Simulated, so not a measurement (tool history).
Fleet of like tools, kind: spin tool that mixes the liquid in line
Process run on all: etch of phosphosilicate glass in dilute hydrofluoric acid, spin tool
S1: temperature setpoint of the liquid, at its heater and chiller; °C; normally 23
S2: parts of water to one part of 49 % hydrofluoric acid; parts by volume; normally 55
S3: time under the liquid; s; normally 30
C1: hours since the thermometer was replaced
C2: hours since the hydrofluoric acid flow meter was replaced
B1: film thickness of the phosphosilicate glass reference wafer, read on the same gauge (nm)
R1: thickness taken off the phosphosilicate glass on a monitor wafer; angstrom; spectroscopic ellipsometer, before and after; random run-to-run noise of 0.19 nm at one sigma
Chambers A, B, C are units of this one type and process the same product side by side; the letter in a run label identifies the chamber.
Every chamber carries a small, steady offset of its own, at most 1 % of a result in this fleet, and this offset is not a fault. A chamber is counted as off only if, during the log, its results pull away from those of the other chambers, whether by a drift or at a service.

run,day,S1,S2,S3,C1,C2,B1,R1
1A,0.575,23,55,30,789.3,1715,149.99,546.95
2B,1.042,23,55,30,1374.7,1805.6,150,536.45
3C,1.708,23,55,30,1093.2,1173.9,149.99,544.01
4B,2.242,23,55,30,1403.5,1834.4,149.99,534.85
5C,2.75,23,55,30,1118.2,1198.9,150.01,540.75
6A,3.367,23,55,30,856.3,1782,150.02,547.07
7C,3.692,23,55,30,1140.8,1221.5,149.99,538.88
8A,4.321,23,55,30,879.2,1804.9,149.98,548.73
# day 4.858: chamber B: hydrofluoric acid flow meter replaced
9B,4.971,20.5,70,30,1469,2.8,149.99,371.75
10B,5.404,20.5,70,30,1479.4,13.2,150,374.94
11C,6.079,20.5,70,30,1198.1,1278.8,150,374.06
12A,6.55,23,55,30,932.7,1858.4,150.01,546.26
13C,7.025,23,55,30,1220.8,1301.5,149.99,540.29
14A,7.325,23,55,30,951.3,1877,150,546.14
15B,7.775,23,55,30,1536.3,70.1,149.99,537.17
16C,8.304,23,55,30,1251.5,1332.2,149.99,538.96
17B,8.792,23,55,30,1560.7,94.5,149.99,536.45
18A,9.092,23,55,30,993.7,1919.4,150.01,545.41
19A,9.396,23,55,30,1001,1926.7,149.97,548.5
20B,9.9,23,55,30,1587.3,121.1,149.99,537.32
21C,10.292,23,55,30,1299.2,1379.9,150.01,540.7
22C,10.729,23,55,30,1309.7,1390.4,150,538.37
23B,11.138,23,55,30,1617,150.8,149.99,538.93
24A,11.65,23,55,30,1055.1,1980.8,150.01,542.75
25A,12.033,23,55,30,1064.3,1990,150,547.34
26B,12.642,23,55,30,1653.1,186.9,150,534.74
27C,13.196,23,55,30,1368.9,1449.6,150,540.16
# day 13.342: chamber C: hydrofluoric acid flow meter replaced
28B,13.671,23,55,30,1677.8,211.6,149.99,534.39
29C,13.971,23,55,30,1387.5,15.1,150,540.91
30A,14.588,23,55,30,1125.6,2051.3,150.01,547.43
31B,15.092,23,55,30,1711.9,245.7,150,536.15
32C,15.412,23,55,30,1422.1,49.7,150,539.93
33A,16.058,23,55,30,1160.9,2086.6,150.01,547.46
34C,16.646,23,55,30,1451.7,79.3,149.99,539.93
35B,17.112,23,55,30,1760.4,294.2,149.99,536.49
36A,17.742,23,55,30,1201.3,2127,150.01,546.91
37B,18.104,23,55,30,1784.2,318,150.01,537.08
38A,18.542,23,55,30,1220.5,2146.2,150,548.14

Predict what each chamber gives when all 3 of them run the settings below next.
39A,19.029,23,55,30,,,,?
39B,19.029,23,55,30,,,,?
39C,19.029,23,55,30,,,,?

run,R1
39A,549.12
39B,537.92
39C,538.87
